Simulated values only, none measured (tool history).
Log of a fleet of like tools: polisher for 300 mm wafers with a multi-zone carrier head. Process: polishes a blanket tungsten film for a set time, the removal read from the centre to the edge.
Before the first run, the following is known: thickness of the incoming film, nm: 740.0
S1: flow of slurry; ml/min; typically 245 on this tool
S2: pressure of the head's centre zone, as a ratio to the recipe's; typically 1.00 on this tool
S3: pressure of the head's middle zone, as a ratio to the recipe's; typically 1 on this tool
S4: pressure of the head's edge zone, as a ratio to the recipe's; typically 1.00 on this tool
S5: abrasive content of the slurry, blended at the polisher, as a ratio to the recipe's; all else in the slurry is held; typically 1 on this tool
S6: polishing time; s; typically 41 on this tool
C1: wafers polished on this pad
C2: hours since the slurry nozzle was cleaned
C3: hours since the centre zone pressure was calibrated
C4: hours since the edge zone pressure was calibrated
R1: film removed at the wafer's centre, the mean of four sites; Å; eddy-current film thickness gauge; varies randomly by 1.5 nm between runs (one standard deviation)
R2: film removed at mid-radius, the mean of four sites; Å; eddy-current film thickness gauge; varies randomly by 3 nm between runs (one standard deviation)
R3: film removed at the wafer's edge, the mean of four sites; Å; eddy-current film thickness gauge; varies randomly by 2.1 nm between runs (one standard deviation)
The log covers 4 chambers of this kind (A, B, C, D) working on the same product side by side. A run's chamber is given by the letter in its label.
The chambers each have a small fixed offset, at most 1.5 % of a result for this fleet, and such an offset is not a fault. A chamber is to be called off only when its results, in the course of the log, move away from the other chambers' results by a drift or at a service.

run   hour   S1    S2  S3    S4  S5  S6    C1     C2      C3      C4      R1      R2      R3
       2.4  -- chamber C: worn pad replaced by a new one
       7.7  -- chamber B: slurry nozzle cleaned
 1C    8.1  245  1.00   1  1.00   1  41    68   82.5   454.3  1106.7  2498.5  2597.8  2495.8
      15.8  -- chamber D: centre zone pressure recalibrated
 2B   17.0  245  1.00   1  1.00   1  41   823    9.4  1180.3   136.7  2517.8  2569.1  2557.9
      19.0  -- chamber B: worn pad replaced by a new one
 3D   21.2  245  1.00   1  1.00   1  41   472  217.4     5.4   435.1  2515.8  2484.4  2518.1
 4A   29.3  245  1.00   1  1.00   1  41  1218  304.6   325.9   208.4  2514.8  2541.4  2552.1
      35.8  -- chamber D: worn pad replaced by a new one
 5A   36.7  245  0.93   1  1.00   1  41  1306  312.0   333.3   215.8  2346.6  2488.1  2513.5
 6B   44.6  245  0.93   1  1.00   1  41   307   37.0  1207.9   164.3  2342.7  2566.1  2510.6
      45.8  -- chamber B: centre zone pressure recalibrated
      45.9  -- chamber A: worn pad replaced by a new one
 7C   52.4  245  0.93   1  1.00   1  41   599  126.8   498.6  1151.0  2299.1  2534.3  2547.7
 8D   57.1  245  0.93   1  1.00   1  41   255  253.3    41.3   471.0  2354.2  2531.1  2575.0
 9D   65.2  245  1.00   1  1.00   1  41   352  261.4    49.4   479.1  2502.9  2509.1  2543.1
      65.9  -- chamber C: worn pad replaced by a new one
10B   70.9  245  1.00   1  1.00   1  41   622   63.3    25.1   190.6  2518.9  2488.1  2516.9
11C   74.9  245  1.00   1  1.00   1  41   108  149.3   521.1  1173.5  2511.0  2545.9  2577.0
      79.4  -- chamber B: worn pad replaced by a new one
      80.6  -- chamber D: worn pad replaced by a new one
12A   80.6  245  1.00   1  1.00   1  49   416  355.9   377.2   259.7  3032.9  3023.0  3062.2
13A   87.8  245  1.00   1  1.00   1  49   502  363.1   384.4   266.9  3016.6  3012.3  3014.0
14B   95.4  245  1.00   1  1.00   1  49   192   87.8    49.6   215.1  3028.5  3117.2  2999.7
15D  101.4  245  1.00   1  1.00   1  49   249  297.6    85.6   515.3  2991.3  3019.8  3035.5
16C  106.6  245  1.00   1  1.00   1  41   488  181.0   552.8  1205.2  2491.1  2567.1  2554.8
17B  111.0  285  1.00   1  1.00   1  41   379  103.4    65.2   230.7  2576.3  2594.4  2549.7
18C  117.4  285  1.00   1  1.00   1  41   618  191.8   563.6  1216.0  2539.9  2586.0  2554.4
19A  124.7  285  1.00   1  1.00   1  41   944  400.0   421.3   303.8  2560.5  2526.3  2609.6
     124.8  -- chamber C: slurry nozzle cleaned
     128.1  -- chamber C: worn pad replaced by a new one
20D  130.7  285  1.00   1  1.00   1  41   600  326.9   114.9   544.6  2588.0  2567.8  2580.5
     131.1  -- chamber D: worn pad replaced by a new one
21A  136.8  245  1.00   1  1.00   1  41  1089  412.1   433.4   315.9  2513.3  2515.5  2562.3
     142.5  -- chamber D: slurry nozzle cleaned
22C  142.7  245  1.00   1  1.00   1  41   175   18.0   588.9  1241.3  2506.4  2530.7  2506.1
     143.2  -- chamber B: worn pad replaced by a new one
     143.2  -- chamber A: worn pad replaced by a new one
23B  149.2  245  1.00   1  1.00   1  41    72  141.6   103.4   268.9  2536.9  2580.5  2537.7
24D  155.4  245  1.00   1  0.92   1  41   292   13.0   139.6   569.3  2542.6  2473.5  2436.6
     160.0  -- chamber A: centre zone pressure recalibrated
25A  161.9  245  1.00   1  0.92   1  41   225  437.2     1.9   341.0  2510.5  2518.4  2454.5
26B  171.0  245  1.00   1  0.92   1  41   333  163.4   125.2   290.7  2561.6  2520.9  2395.2
27C  177.9  245  1.00   1  0.92   1  41   596   53.2   624.1  1276.5  2495.5  2533.3  2393.9
     178.3  -- chamber D: worn pad replaced by a new one
     181.0  -- chamber A: slurry nozzle cleaned
28D  184.4  245  1.00   1  1.00   1  41    73   42.0   168.6   598.3  2528.6  2509.5  2546.2
29A  193.2  245  1.00   1  1.00   1  41   600   12.2    33.2   372.3  2511.1  2518.4  2581.7
     197.5  -- chamber C: worn pad replaced by a new one
30C  200.5  245  1.00   1  1.00   1  41    37   75.8   646.7  1299.1  2484.4  2501.2  2544.6
31D  209.1  245  1.00   1  1.00   1  41   369   66.7   193.3   623.0  2512.1  2509.5  2543.0
     215.1  -- chamber B: worn pad replaced by a new one
32B  217.9  245  1.00   1  1.00   1  41    34  210.3   172.1   337.6  2566.2  2528.9  2502.6
     225.3  -- chamber D: worn pad replaced by a new one
33B  226.5  245  1.00   1  1.00   1  41   137  218.9   180.7   346.2  2543.5  2517.4  2477.7
34D  233.9  310  1.00   1  0.95   1  41   103   91.5   218.1   647.8  2609.8  2605.6  2491.6
35C  239.3  310  1.00   1  0.95   1  41   501  114.6   685.5  1337.9  2570.8  2572.6  2485.0
36A  244.9  310  1.00   1  0.95   1  41  1219   63.9    84.9   424.0  2595.4  2620.2  2528.0
     248.2  -- chamber A: worn pad replaced by a new one
37B  250.4  310  1.00   1  0.95   1  41   423  242.8   204.6   370.1  2624.8  2589.5  2526.8
     253.1  -- chamber C: worn pad replaced by a new one
38C  255.4  245  1.00   1  1.00   1  36    28  130.7   701.6  1354.0  2206.8  2229.5  2213.5
39A  262.4  245  1.00   1  1.00   1  36   170   81.4   102.4   441.5  2196.8  2170.7  2246.3

All chambers now run identical settings, listed one chamber a line with results as question marks. What results will each chamber show?
40A  269.0  245  1.00   1  1.00   1  41                   ?   ?   ?
40B  269.0  245  1.00   1  1.00   1  41                   ?   ?   ?
40C  269.0  245  1.00   1  1.00   1  41                   ?   ?   ?
40D  269.0  245  1.00   1  1.00   1  41                   ?   ?   ?

run      R1      R2      R3
40A  2506.8  2497.6  2569.7
40B  2526.4  2613.2  2523.2
40C  2526.3  2539.0  2539.9
40D  2519.3  2565.5  2517.7
